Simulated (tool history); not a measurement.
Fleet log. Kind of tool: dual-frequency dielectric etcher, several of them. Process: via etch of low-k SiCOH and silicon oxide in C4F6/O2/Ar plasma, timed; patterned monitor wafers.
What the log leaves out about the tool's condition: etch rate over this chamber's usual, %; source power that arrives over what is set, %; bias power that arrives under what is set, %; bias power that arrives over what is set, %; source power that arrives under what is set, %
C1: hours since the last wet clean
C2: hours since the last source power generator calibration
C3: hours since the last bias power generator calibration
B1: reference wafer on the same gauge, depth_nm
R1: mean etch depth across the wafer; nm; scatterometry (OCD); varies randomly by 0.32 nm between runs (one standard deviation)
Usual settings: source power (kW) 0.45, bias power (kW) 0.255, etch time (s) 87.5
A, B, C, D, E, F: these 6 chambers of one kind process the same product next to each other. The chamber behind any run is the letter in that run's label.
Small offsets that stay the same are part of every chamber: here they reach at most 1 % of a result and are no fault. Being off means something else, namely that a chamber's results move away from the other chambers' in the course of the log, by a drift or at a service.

Run 1C, hour 4.1: usual settings; C1 82.4; C2 3124.4; C3 2538.9; B1 253.95. Result: R1 286.58 nm.
Run 2F, hour 6.5: usual settings; C1 45.1; C2 1741; C3 2230.6; B1 253.92. Result: R1 286.49 nm.
Run 3B, hour 9: usual settings; C1 486.5; C2 2347.9; C3 916.1; B1 254.04. Result: R1 286.3 nm.
Run 4D, hour 12.4: usual settings; C1 190.7; C2 1640.8; C3 1021.9; B1 253.94. Result: R1 288.36 nm.
Run 5A, hour 16.2: usual settings; C1 284.2; C2 2484.8; C3 745.1; B1 253.84. Result: R1 284.76 nm.
Run 6E, hour 18.4: usual settings; C1 225.2; C2 1023.5; C3 3490.8; B1 253.84. Result: R1 288.71 nm.
Run 7B, hour 22.4: usual settings; C1 499.9; C2 2361.3; C3 929.5; B1 253.81. Result: R1 285.84 nm.
Run 8D, hour 26.3: usual settings; C1 204.6; C2 1654.7; C3 1035.8; B1 253.78. Result: R1 288.23 nm.
Run 9E, hour 28.5: usual settings but etch time (s) 67; C1 235.3; C2 1033.6; C3 3500.9; B1 253.77. Result: R1 220.98 nm.
Run 10C, hour 30.9: usual settings but etch time (s) 67; C1 109.2; C2 3151.2; C3 2565.7; B1 253.71. Result: R1 218.81 nm.
Run 11A, hour 35.2: usual settings but etch time (s) 67; C1 303.2; C2 2503.8; C3 764.1; B1 253.72. Result: R1 217.18 nm.
Run 12F, hour 37.4: usual settings but etch time (s) 67; C1 76; C2 1771.9; C3 2261.5; B1 253.64. Result: R1 218.9 nm.
Run 13A, hour 40.9: usual settings but etch time (s) 67; C1 308.9; C2 2509.5; C3 769.8; B1 253.63. Result: R1 217.44 nm.
Run 14E, hour 45.2: usual settings but etch time (s) 67; C1 252; C2 1050.3; C3 3517.6; B1 253.61. Result: R1 221.02 nm.
Run 15C, hour 48.5: usual settings; C1 126.8; C2 3168.8; C3 2583.3; B1 253.49. Result: R1 285.42 nm.
Run 16B, hour 50.9: usual settings; C1 528.4; C2 2389.8; C3 958; B1 253.41. Result: R1 286.09 nm.
Run 17F, hour 53.6: usual settings; C1 92.2; C2 1788.1; C3 2277.7; B1 253.56. Result: R1 286.4 nm.
Run 18D, hour 56.3: usual settings; C1 234.6; C2 1684.7; C3 1065.8; B1 253.48. Result: R1 287.86 nm.
Run 19F, hour 58.2: usual settings but bias power (kW) 0.219; C1 96.8; C2 1792.7; C3 2282.3; B1 253.47. Result: R1 271.88 nm.
Run 20A, hour 60.4: usual settings but bias power (kW) 0.219; C1 328.4; C2 2529; C3 789.3; B1 253.48. Result: R1 269.9 nm.
Run 21C, hour 62.8: usual settings but bias power (kW) 0.219; C1 141.1; C2 3183.1; C3 2597.6; B1 253.4. Result: R1 271.17 nm.
Run 22D, hour 66.9: usual settings but bias power (kW) 0.219; C1 245.2; C2 1695.3; C3 1076.4; B1 253.39. Result: R1 273.67 nm.
Run 23B, hour 69.1: usual settings but bias power (kW) 0.219; C1 546.6; C2 2408; C3 976.2; B1 253.29. Result: R1 271.9 nm.
Run 24E, hour 71.5: usual settings but bias power (kW) 0.219; C1 278.3; C2 1076.6; C3 3543.9; B1 253.29. Result: R1 273.45 nm.
Run 25E, hour 74.8: usual settings but bias power (kW) 0.23; C1 281.6; C2 1079.9; C3 3547.2; B1 253.25. Result: R1 278.16 nm.
Run 26F, hour 78: usual settings but bias power (kW) 0.23; C1 116.6; C2 1812.5; C3 2302.1; B1 253.29. Result: R1 275.56 nm.
Run 27B, hour 80.3: usual settings but bias power (kW) 0.23; C1 557.8; C2 2419.2; C3 987.4; B1 253.24. Result: R1 276.01 nm.
Run 28C, hour 82.3: usual settings but bias power (kW) 0.23; C1 160.6; C2 3202.6; C3 2617.1; B1 253.27. Result: R1 275.28 nm.
Run 29D, hour 86.5: usual settings but bias power (kW) 0.23; C1 264.8; C2 1714.9; C3 1096; B1 253.2. Result: R1 277.62 nm.
At hour 87.5: chamber F: source power generator calibrated.
Run 30A, hour 89.8: usual settings but bias power (kW) 0.23; C1 357.8; C2 2558.4; C3 818.7; B1 253.23. Result: R1 273.44 nm.
Run 31E, hour 92.2: usual settings but etch time (s) 103.5; C1 299; C2 1097.3; C3 3564.6; B1 253.13. Result: R1 341.06 nm.
Run 32A, hour 95.1: usual settings but etch time (s) 103.5; C1 363.1; C2 2563.7; C3 824; B1 253.13. Result: R1 335.92 nm.
Run 33F, hour 97.2: usual settings but etch time (s) 103.5; C1 135.8; C2 9.7; C3 2321.3; B1 253.05. Result: R1 337.58 nm.
Run 34D, hour 100.2: usual settings but etch time (s) 103.5; C1 278.5; C2 1728.6; C3 1109.7; B1 253.05. Result: R1 340.14 nm.
Run 35C, hour 103.9: usual settings but etch time (s) 103.5; C1 182.2; C2 3224.2; C3 2638.7; B1 253.06. Result: R1 337.27 nm.
Run 36B, hour 105.8: usual settings but etch time (s) 103.5; C1 583.3; C2 2444.7; C3 1012.9; B1 253.01. Result: R1 337.81 nm.
Run 37E, hour 109.9: usual settings; C1 316.7; C2 1115; C3 3582.3; B1 252.91. Result: R1 287.58 nm.
Run 38D, hour 112: usual settings; C1 290.3; C2 1740.4; C3 1121.5; B1 253.05. Result: R1 286.92 nm.
Run 39F, hour 114.5: usual settings; C1 153.1; C2 27; C3 2338.6; B1 252.96. Result: R1 285.49 nm.
Run 40C, hour 118.8: usual settings; C1 197.1; C2 3239.1; C3 2653.6; B1 252.83. Result: R1 285.02 nm.
Run 41A, hour 121.9: usual settings; C1 389.9; C2 2590.5; C3 850.8; B1 252.83. Result: R1 283.23 nm.

Read the log: is a single chamber off, either drifting away or since a service, is the gauge that measures every chamber drifting, or is nothing wrong beyond small per-chamber offsets? Name any odd chamber and what most likely caused it.

The shared gauge is drifting. All chambers look as if they move in step, but none is off.
Likeliest cause: gauge reads low (%) = 0.457.
